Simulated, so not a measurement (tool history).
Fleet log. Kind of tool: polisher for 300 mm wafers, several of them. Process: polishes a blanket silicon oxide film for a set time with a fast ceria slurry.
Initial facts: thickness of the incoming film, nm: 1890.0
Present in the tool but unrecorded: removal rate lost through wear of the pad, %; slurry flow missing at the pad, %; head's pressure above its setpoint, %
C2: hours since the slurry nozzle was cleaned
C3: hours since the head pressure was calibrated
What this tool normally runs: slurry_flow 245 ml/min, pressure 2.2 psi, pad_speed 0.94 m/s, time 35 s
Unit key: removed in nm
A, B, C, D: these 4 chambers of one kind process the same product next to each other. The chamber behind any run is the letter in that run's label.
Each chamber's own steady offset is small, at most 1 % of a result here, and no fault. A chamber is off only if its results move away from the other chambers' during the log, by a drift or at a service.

run 1C hour=12.4 | slurry_flow=245 pressure=2.2 pad_speed=0.94 time=35 | wafers_polished_on_this_pad=351 C2=384.3 C3=121.5 | removed=467.51
run 2B hour=22.5 | slurry_flow=245 pressure=2.2 pad_speed=0.94 time=35 | wafers_polished_on_this_pad=468 C2=499.4 C3=1036.1 | removed=460.97
run 3A hour=33.4 | slurry_flow=245 pressure=2.2 pad_speed=0.94 time=35 | wafers_polished_on_this_pad=479 C2=145.7 C3=474.3 | removed=460.89
-- hour=40.8 chamber D: worn pad replaced by a new one
run 4D hour=47.2 | slurry_flow=245 pressure=2.2 pad_speed=0.94 time=35 | wafers_polished_on_this_pad=80 C2=198.9 C3=196.1 | removed=465.57
run 5D hour=61.9 | slurry_flow=245 pressure=2.2 pad_speed=0.76 time=35 | wafers_polished_on_this_pad=265 C2=213.6 C3=210.8 | removed=371.93
-- hour=65.8 chamber C: worn pad replaced by a new one
run 6B hour=69.3 | slurry_flow=245 pressure=2.2 pad_speed=0.76 time=35 | wafers_polished_on_this_pad=1055 C2=546.2 C3=1082.9 | removed=372.60
-- hour=76.9 chamber B: worn pad replaced by a new one
run 7C hour=78.2 | slurry_flow=245 pressure=2.2 pad_speed=0.76 time=35 | wafers_polished_on_this_pad=155 C2=450.1 C3=187.3 | removed=373.02
-- hour=89.3 chamber A: worn pad replaced by a new one
run 8A hour=90.8 | slurry_flow=245 pressure=2.2 pad_speed=0.76 time=35 | wafers_polished_on_this_pad=18 C2=203.1 C3=531.7 | removed=370.67
run 9C hour=104.4 | slurry_flow=245 pressure=2.2 pad_speed=0.94 time=35 | wafers_polished_on_this_pad=484 C2=476.3 C3=213.5 | removed=460.33
-- hour=115.5 chamber D: slurry nozzle cleaned
run 10A hour=118.1 | slurry_flow=245 pressure=2.2 pad_speed=1.16 time=28 | wafers_polished_on_this_pad=361 C2=230.4 C3=559.0 | removed=456.87
run 11D hour=127.5 | slurry_flow=245 pressure=2.2 pad_speed=1.16 time=28 | wafers_polished_on_this_pad=1089 C2=12.1 C3=276.4 | removed=464.78
-- hour=128.0 chamber D: worn pad replaced by a new one
run 12B hour=137.3 | slurry_flow=245 pressure=2.2 pad_speed=1.16 time=28 | wafers_polished_on_this_pad=759 C2=614.2 C3=1150.9 | removed=451.03
run 13A hour=145.5 | slurry_flow=245 pressure=2.2 pad_speed=1.16 time=28 | wafers_polished_on_this_pad=705 C2=257.8 C3=586.4 | removed=451.39
-- hour=146.9 chamber C: worn pad replaced by a new one
run 14D hour=157.2 | slurry_flow=245 pressure=2.2 pad_speed=0.94 time=35 | wafers_polished_on_this_pad=367 C2=41.8 C3=306.1 | removed=467.36
run 15C hour=165.3 | slurry_flow=245 pressure=2.2 pad_speed=0.94 time=35 | wafers_polished_on_this_pad=231 C2=537.2 C3=274.4 | removed=464.17
-- hour=165.5 chamber A: worn pad replaced by a new one
-- hour=168.3 chamber C: slurry nozzle cleaned
-- hour=173.1 chamber B: worn pad replaced by a new one
-- hour=175.9 chamber A: slurry nozzle cleaned
run 16B hour=178.9 | slurry_flow=245 pressure=2.2 pad_speed=0.94 time=35 | wafers_polished_on_this_pad=73 C2=655.8 C3=1192.5 | removed=458.03
run 17A hour=191.4 | slurry_flow=245 pressure=2.2 pad_speed=0.94 time=35 | wafers_polished_on_this_pad=325 C2=15.5 C3=632.3 | removed=460.88
run 18B hour=199.6 | slurry_flow=245 pressure=2.2 pad_speed=0.94 time=35 | wafers_polished_on_this_pad=333 C2=676.5 C3=1213.2 | removed=460.02
run 19D hour=208.7 | slurry_flow=245 pressure=2.2 pad_speed=0.94 time=35 | wafers_polished_on_this_pad=1014 C2=93.3 C3=357.6 | removed=464.36
run 20C hour=217.8 | slurry_flow=245 pressure=2.2 pad_speed=0.94 time=35 | wafers_polished_on_this_pad=890 C2=49.5 C3=326.9 | removed=458.30
-- hour=222.8 chamber B: slurry nozzle cleaned
-- hour=223.1 chamber D: worn pad replaced by a new one
run 21D hour=228.4 | slurry_flow=245 pressure=2.2 pad_speed=0.94 time=35 | wafers_polished_on_this_pad=67 C2=113.0 C3=377.3 | removed=467.04
run 22B hour=238.2 | slurry_flow=245 pressure=3.0 pad_speed=0.94 time=39 | wafers_polished_on_this_pad=818 C2=15.5 C3=1251.8 | removed=699.68
-- hour=239.7 chamber C: worn pad replaced by a new one
-- hour=248.2 chamber A: head pressure recalibrated
run 23C hour=251.0 | slurry_flow=245 pressure=3.0 pad_speed=0.94 time=39 | wafers_polished_on_this_pad=142 C2=82.7 C3=360.1 | removed=699.86
-- hour=252.6 chamber A: worn pad replaced by a new one
-- hour=258.4 chamber B: worn pad replaced by a new one
run 24A hour=264.4 | slurry_flow=245 pressure=3.0 pad_speed=0.94 time=39 | wafers_polished_on_this_pad=148 C2=88.5 C3=16.3 | removed=743.40
-- hour=265.3 chamber C: head pressure recalibrated
run 25B hour=276.2 | slurry_flow=245 pressure=3.0 pad_speed=0.94 time=39 | wafers_polished_on_this_pad=223 C2=53.5 C3=1289.8 | removed=699.53
run 26A hour=288.7 | slurry_flow=245 pressure=2.2 pad_speed=0.94 time=35 | wafers_polished_on_this_pad=453 C2=112.8 C3=40.6 | removed=486.93
run 27C hour=303.0 | slurry_flow=320 pressure=2.2 pad_speed=0.94 time=42 | wafers_polished_on_this_pad=795 C2=134.7 C3=37.8 | removed=568.79
-- hour=305.9 chamber D: worn pad replaced by a new one
run 28D hour=311.7 | slurry_flow=320 pressure=2.2 pad_speed=0.94 time=42 | wafers_polished_on_this_pad=73 C2=196.3 C3=460.6 | removed=577.65
run 29C hour=319.2 | slurry_flow=320 pressure=2.2 pad_speed=0.94 time=42 | wafers_polished_on_this_pad=998 C2=150.9 C3=54.0 | removed=566.73
run 30A hour=328.8 | slurry_flow=320 pressure=2.2 pad_speed=0.94 time=42 | wafers_polished_on_this_pad=957 C2=152.9 C3=80.7 | removed=606.22
-- hour=329.7 chamber C: worn pad replaced by a new one
-- hour=335.3 chamber D: head pressure recalibrated
run 31D hour=341.0 | slurry_flow=245 pressure=2.2 pad_speed=0.94 time=43 | wafers_polished_on_this_pad=441 C2=225.6 C3=5.7 | removed=574.97
-- hour=342.4 chamber B: worn pad replaced by a new one
-- hour=348.4 chamber A: worn pad replaced by a new one
-- hour=350.5 chamber D: slurry nozzle cleaned
run 32B hour=354.0 | slurry_flow=245 pressure=2.2 pad_speed=0.94 time=43 | wafers_polished_on_this_pad=146 C2=131.3 C3=1367.6 | removed=561.90
run 33D hour=365.0 | slurry_flow=245 pressure=2.2 pad_speed=0.94 time=43 | wafers_polished_on_this_pad=742 C2=14.5 C3=29.7 | removed=567.25
-- hour=368.5 chamber B: head pressure recalibrated
run 34B hour=375.5 | slurry_flow=245 pressure=2.2 pad_speed=0.94 time=43 | wafers_polished_on_this_pad=416 C2=152.8 C3=7.1 | removed=560.25
run 35A hour=383.1 | slurry_flow=245 pressure=2.2 pad_speed=0.94 time=35 | wafers_polished_on_this_pad=436 C2=207.2 C3=135.0 | removed=495.25
run 36C hour=397.2 | slurry_flow=245 pressure=2.2 pad_speed=0.94 time=35 | wafers_polished_on_this_pad=848 C2=228.9 C3=132.0 | removed=461.21
run 37C hour=408.9 | slurry_flow=245 pressure=2.2 pad_speed=0.94 time=35 | wafers_polished_on_this_pad=995 C2=240.6 C3=143.7 | removed=464.66
run 38A hour=418.6 | slurry_flow=245 pressure=2.2 pad_speed=0.94 time=35 | wafers_polished_on_this_pad=882 C2=242.7 C3=170.5 | removed=495.36

Is one chamber out of step, is the gauge drifting, or do the chambers differ by no more than their own small offsets? For an off chamber, give its letter and the likeliest cause.

A service left chamber A off against the others.
Likeliest cause: head's pressure above its setpoint, % = 7.03.

Here are 4 candidates for chamber A's next run, each the usual settings with a change, their results left as question marks. Which one brings its results back in line with what the others give on the usual settings?
In-line tolerance around the mean of the other chambers on the usual settings: removed 13.00 nm
run 39A-1 hour=430.1 | slurry_flow=245 pressure=2.2 pad_speed=0.92 time=35 | removed=?
run 39A-2 hour=430.1 | slurry_flow=245 pressure=2.1 pad_speed=0.94 time=34 | removed=?
run 39A-3 hour=430.1 | slurry_flow=245 pressure=2.3 pad_speed=0.96 time=35 | removed=?
run 39A-4 hour=430.1 | slurry_flow=245 pressure=2.2 pad_speed=0.96 time=35 | removed=?

What the other chambers average on the usual settings: removed 461.28 nm
run=39A-1 removed=482.70
run=39A-2 removed=457.04
run=39A-3 removed=527.01
run=39A-4 removed=503.77
39A-2 puts the chamber back in line with the other chambers.
